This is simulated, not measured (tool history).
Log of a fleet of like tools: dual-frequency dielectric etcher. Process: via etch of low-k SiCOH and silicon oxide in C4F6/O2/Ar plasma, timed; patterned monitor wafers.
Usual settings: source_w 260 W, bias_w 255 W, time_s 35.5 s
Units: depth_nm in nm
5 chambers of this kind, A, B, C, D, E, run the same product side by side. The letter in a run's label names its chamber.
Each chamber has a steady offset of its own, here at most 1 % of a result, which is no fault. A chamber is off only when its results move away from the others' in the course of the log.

run,hour,source_w,bias_w,time_s,"read-back reference wafer on the same gauge, depth_nm",depth_nm
1E,14,260,255,35.5,87.61,88.066
2D,23.8,260,255,35.5,87.641,88.573
3C,31.9,260,255,35.5,87.593,87.394
4A,46.3,260,255,35.5,87.648,88.42
5B,53.9,260,255,35.5,87.633,88.539
6A,65.6,260,255,35.5,87.66,88.44
7D,77.8,260,255,35.5,87.661,88.384
8B,93.2,260,229,26,87.725,62.218
9E,100,260,229,26,87.723,62.112
10C,108.6,260,229,26,87.678,61.822
11B,115.3,260,229,26,87.739,62.407
12C,128.9,260,229,26,87.772,61.788
13E,136.1,260,255,35.5,87.729,88.288
14A,149,260,224,45.5,87.765,108.61
15D,162.8,260,224,45.5,87.784,108.68
16B,176.9,260,224,45.5,87.803,108.8
17D,183.6,260,224,45.5,87.82,108.44
18C,196.7,260,224,45.5,87.805,107.63
19E,204.1,260,255,35.5,87.849,88.403
20A,217.4,260,255,35.5,87.859,88.537
21A,231.2,260,255,35.5,87.828,88.558
22B,243.4,320,255,39.5,87.905,106.74
23D,253.2,320,255,39.5,87.858,107.26
24C,268.2,320,255,39.5,87.964,105.93
25E,278.5,320,255,39.5,87.923,106.55
# hour 291.8: chamber B: wet clean of the chamber
26E,293.5,320,255,39.5,87.923,106.12
27D,304.5,260,255,35.5,87.963,89.047
28B,311.7,260,255,35.5,87.979,88.514
# hour 315.5: chamber C: wet clean of the chamber
29C,322.8,260,255,35.5,87.969,88.247
# hour 323.1: chamber D: wet clean of the chamber
30A,335.1,260,255,35.5,87.984,88.616
31E,342.4,260,255,35.5,87.967,88.489
32B,355.2,260,255,35.5,88.046,88.996
# hour 362: chamber E: wet clean of the chamber
33D,370.6,260,255,35.5,88.013,89.001
34A,379.8,260,255,35.5,88.079,88.856
35C,388.4,260,255,35.5,88.044,87.822
36C,400.3,260,255,35.5,88.085,87.999
37B,412.2,260,255,35.5,88.1,88.886
38A,422.4,260,255,35.5,88.078,88.765
39D,433.4,260,255,35.5,88.122,88.941
40E,441.7,260,255,35.5,88.118,88.447
41D,451.5,260,296,35.5,88.147,94.044
42B,462.9,260,296,35.5,88.15,94.193
43E,476.3,260,296,35.5,88.158,93.316

Next, every chamber runs the same settings. What will each give?
44A,487.4,260,203,35.5,,?
44B,487.4,260,203,35.5,,?
44C,487.4,260,203,35.5,,?
44D,487.4,260,203,35.5,,?
44E,487.4,260,203,35.5,,?

run,depth_nm
44A,82.272
44B,82.479
44C,81.645
44D,82.295
44E,82.149
